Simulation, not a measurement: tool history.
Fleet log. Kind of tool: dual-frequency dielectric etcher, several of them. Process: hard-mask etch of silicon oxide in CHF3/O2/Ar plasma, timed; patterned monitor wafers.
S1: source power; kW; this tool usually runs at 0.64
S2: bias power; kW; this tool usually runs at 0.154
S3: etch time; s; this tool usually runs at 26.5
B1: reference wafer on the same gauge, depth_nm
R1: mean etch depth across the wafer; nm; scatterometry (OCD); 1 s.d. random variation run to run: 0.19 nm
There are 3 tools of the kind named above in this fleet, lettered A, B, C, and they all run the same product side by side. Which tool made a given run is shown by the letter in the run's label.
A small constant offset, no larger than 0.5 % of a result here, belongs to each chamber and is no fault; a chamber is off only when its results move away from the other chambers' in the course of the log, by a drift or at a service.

| run | day | S1 | S2 | S3 | B1 | R1 |
|---|---|---|---|---|---|---|
| 1B | 0.233 | 0.64 | 0.154 | 26.5 | 47.588 | 51.15 |
| 2C | 0.512 | 0.64 | 0.154 | 26.5 | 47.579 | 50.995 |
| 3A | 0.812 | 0.64 | 0.154 | 26.5 | 47.594 | 50.848 |
| 4A | 1.158 | 0.64 | 0.154 | 26.5 | 47.582 | 50.846 |
| 5B | 1.412 | 0.64 | 0.154 | 26.5 | 47.612 | 51.21 |
| 6C | 1.675 | 0.64 | 0.154 | 26.5 | 47.628 | 51.176 |
| 7B | 1.9 | 0.64 | 0.154 | 26.5 | 47.554 | 51.014 |
| 8A | 2.225 | 0.64 | 0.154 | 26.5 | 47.629 | 51.194 |
| 9C | 2.488 | 0.64 | 0.154 | 26.5 | 47.591 | 50.761 |
| 10B | 2.8 | 0.64 | 0.154 | 26.5 | 47.568 | 51.493 |
| 11A | 2.988 | 0.64 | 0.154 | 26.5 | 47.613 | 50.943 |
| 12C | 3.246 | 0.64 | 0.154 | 26.5 | 47.605 | 50.583 |
| 13B | 3.638 | 0.64 | 0.154 | 26.5 | 47.624 | 51.983 |
| 14A | 4.033 | 0.64 | 0.154 | 26.5 | 47.593 | 50.769 |
| 15C | 4.375 | 0.64 | 0.154 | 26.5 | 47.643 | 50.972 |
| 16A | 4.646 | 0.64 | 0.154 | 26.5 | 47.619 | 50.81 |
| 17C | 4.879 | 0.64 | 0.135 | 33 | 47.611 | 60.903 |
| 18B | 5.054 | 0.64 | 0.135 | 33 | 47.591 | 63.093 |
| 19C | 5.404 | 0.64 | 0.135 | 33 | 47.57 | 60.806 |
| 20A | 5.754 | 0.64 | 0.154 | 26.5 | 47.628 | 50.767 |
| 21B | 5.95 | 0.64 | 0.154 | 26.5 | 47.601 | 53.189 |
| 22C | 6.221 | 0.64 | 0.154 | 26.5 | 47.652 | 51.192 |
| 23B | 6.596 | 0.64 | 0.154 | 26.5 | 47.623 | 53.635 |
| 24A | 6.804 | 0.64 | 0.154 | 26.5 | 47.65 | 50.755 |

The same settings go to every chamber for the next run, one line per chamber below. Forecast the results for each:
| 25A | 7.092 | 0.64 | 0.173 | 26.5 |  | ? |
| 25B | 7.092 | 0.64 | 0.173 | 26.5 |  | ? |
| 25C | 7.092 | 0.64 | 0.173 | 26.5 |  | ? |

| run | R1 |
|---|---|
| 25A | 52.918 |
| 25B | 55.636 |
| 25C | 53.085 |

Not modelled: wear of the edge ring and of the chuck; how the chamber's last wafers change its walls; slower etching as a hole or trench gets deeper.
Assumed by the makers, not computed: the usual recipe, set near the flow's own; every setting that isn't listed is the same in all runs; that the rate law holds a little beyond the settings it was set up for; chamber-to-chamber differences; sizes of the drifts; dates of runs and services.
